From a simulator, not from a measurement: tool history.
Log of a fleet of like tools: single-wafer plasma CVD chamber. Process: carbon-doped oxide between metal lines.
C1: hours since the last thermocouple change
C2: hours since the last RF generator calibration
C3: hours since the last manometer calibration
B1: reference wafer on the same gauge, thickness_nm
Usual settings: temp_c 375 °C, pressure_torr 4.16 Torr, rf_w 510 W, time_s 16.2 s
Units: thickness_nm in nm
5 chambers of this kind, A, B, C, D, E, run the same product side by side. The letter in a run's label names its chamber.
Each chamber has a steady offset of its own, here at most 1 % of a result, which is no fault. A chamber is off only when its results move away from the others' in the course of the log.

Run 1B, hour 4.0: usual settings; C1 928.6; C2 1248.5; C3 1008.4; B1 89.788. Result: thickness_nm 77.580 nm.
Run 2E, hour 6.8: usual settings; C1 172.1; C2 1144.2; C3 814.5; B1 89.770. Result: thickness_nm 77.563 nm.
At hour 7.1: chamber D: thermocouple changed; heater temperature recalibrated.
Run 3A, hour 12.6: usual settings; C1 1022.0; C2 1636.7; C3 494.9; B1 89.749. Result: thickness_nm 76.757 nm.
Run 4D, hour 18.0: usual settings; C1 10.9; C2 1953.0; C3 259.1; B1 89.709. Result: thickness_nm 77.778 nm.
Run 5C, hour 23.9: usual settings; C1 529.7; C2 194.7; C3 2252.1; B1 89.639. Result: thickness_nm 77.343 nm.
Run 6D, hour 27.3: usual settings; C1 20.2; C2 1962.3; C3 268.4; B1 89.683. Result: thickness_nm 77.524 nm.
Run 7A, hour 32.6: usual settings; C1 1042.0; C2 1656.7; C3 514.9; B1 89.646. Result: thickness_nm 76.723 nm.
Run 8B, hour 35.3: usual settings; C1 959.9; C2 1279.8; C3 1039.7; B1 89.619. Result: thickness_nm 77.672 nm.
Run 9C, hour 40.6: usual settings; C1 546.4; C2 211.4; C3 2268.8; B1 89.647. Result: thickness_nm 77.325 nm.
Run 10E, hour 44.6: usual settings; C1 209.9; C2 1182.0; C3 852.3; B1 89.610. Result: thickness_nm 77.488 nm.
Run 11D, hour 49.1: usual settings but temp_c 381 °C, rf_w 600 W; C1 42.0; C2 1984.1; C3 290.2; B1 89.600. Result: thickness_nm 84.616 nm.
Run 12C, hour 52.9: usual settings but temp_c 381 °C, rf_w 600 W; C1 558.7; C2 223.7; C3 2281.1; B1 89.573. Result: thickness_nm 84.401 nm.
Run 13E, hour 56.9: usual settings but temp_c 381 °C, rf_w 600 W; C1 222.2; C2 1194.3; C3 864.6; B1 89.538. Result: thickness_nm 84.553 nm.
Run 14A, hour 62.0: usual settings but temp_c 381 °C, rf_w 600 W; C1 1071.4; C2 1686.1; C3 544.3; B1 89.525. Result: thickness_nm 83.626 nm.
Run 15B, hour 67.2: usual settings but temp_c 381 °C, rf_w 600 W; C1 991.8; C2 1311.7; C3 1071.6; B1 89.525. Result: thickness_nm 84.278 nm.
Run 16B, hour 72.4: usual settings; C1 997.0; C2 1316.9; C3 1076.8; B1 89.505. Result: thickness_nm 77.137 nm.
Run 17A, hour 76.2: usual settings; C1 1085.6; C2 1700.3; C3 558.5; B1 89.456. Result: thickness_nm 76.686 nm.
Run 18E, hour 79.0: usual settings; C1 244.3; C2 1216.4; C3 886.7; B1 89.395. Result: thickness_nm 77.684 nm.
Run 19C, hour 84.5: usual settings; C1 590.3; C2 255.3; C3 2312.7; B1 89.428. Result: thickness_nm 77.030 nm.
Run 20D, hour 87.6: usual settings but pressure_torr 4.48 Torr; C1 80.5; C2 2022.6; C3 328.7; B1 89.410. Result: thickness_nm 78.115 nm.
Run 21E, hour 92.9: usual settings but pressure_torr 4.48 Torr; C1 258.2; C2 1230.3; C3 900.6; B1 89.379. Result: thickness_nm 78.092 nm.
Run 22B, hour 97.2: usual settings but pressure_torr 4.48 Torr; C1 1021.8; C2 1341.7; C3 1101.6; B1 89.362. Result: thickness_nm 77.746 nm.
Run 23C, hour 100.2: usual settings but pressure_torr 4.48 Torr; C1 606.0; C2 271.0; C3 2328.4; B1 89.332. Result: thickness_nm 77.716 nm.
Run 24D, hour 105.4: usual settings but pressure_torr 4.48 Torr; C1 98.3; C2 2040.4; C3 346.5; B1 89.325. Result: thickness_nm 77.928 nm.
Run 25A, hour 109.6: usual settings; C1 1119.0; C2 1733.7; C3 591.9; B1 89.319. Result: thickness_nm 76.252 nm.
Run 26B, hour 112.6: usual settings but temp_c 385 °C, pressure_torr 4.47 Torr; C1 1037.2; C2 1357.1; C3 1117.0; B1 89.305. Result: thickness_nm 76.271 nm.
Run 27D, hour 116.8: usual settings but temp_c 385 °C, pressure_torr 4.47 Torr; C1 109.7; C2 2051.8; C3 357.9; B1 89.274. Result: thickness_nm 76.324 nm.
Run 28C, hour 120.5: usual settings but temp_c 385 °C, pressure_torr 4.47 Torr; C1 626.3; C2 291.3; C3 2348.7; B1 89.264. Result: thickness_nm 76.157 nm.
Run 29A, hour 125.5: usual settings but temp_c 385 °C, pressure_torr 4.47 Torr; C1 1134.9; C2 1749.6; C3 607.8; B1 89.247. Result: thickness_nm 75.548 nm.
Run 30E, hour 130.0: usual settings but temp_c 385 °C, pressure_torr 4.47 Torr; C1 295.3; C2 1267.4; C3 937.7; B1 89.228. Result: thickness_nm 76.130 nm.

All 5 chambers run these settings next. Forecast each chamber's results:
Run 31A, hour 134.2: usual settings but rf_w 465 W. Result: thickness_nm ?.
Run 31B, hour 134.2: usual settings but rf_w 465 W. Result: thickness_nm ?.
Run 31C, hour 134.2: usual settings but rf_w 465 W. Result: thickness_nm ?.
Run 31D, hour 134.2: usual settings but rf_w 465 W. Result: thickness_nm ?.
Run 31E, hour 134.2: usual settings but rf_w 465 W. Result: thickness_nm ?.

run  thickness_nm
31A        71.724
31B        72.625
31C        72.431
31D        72.891
31E        72.826
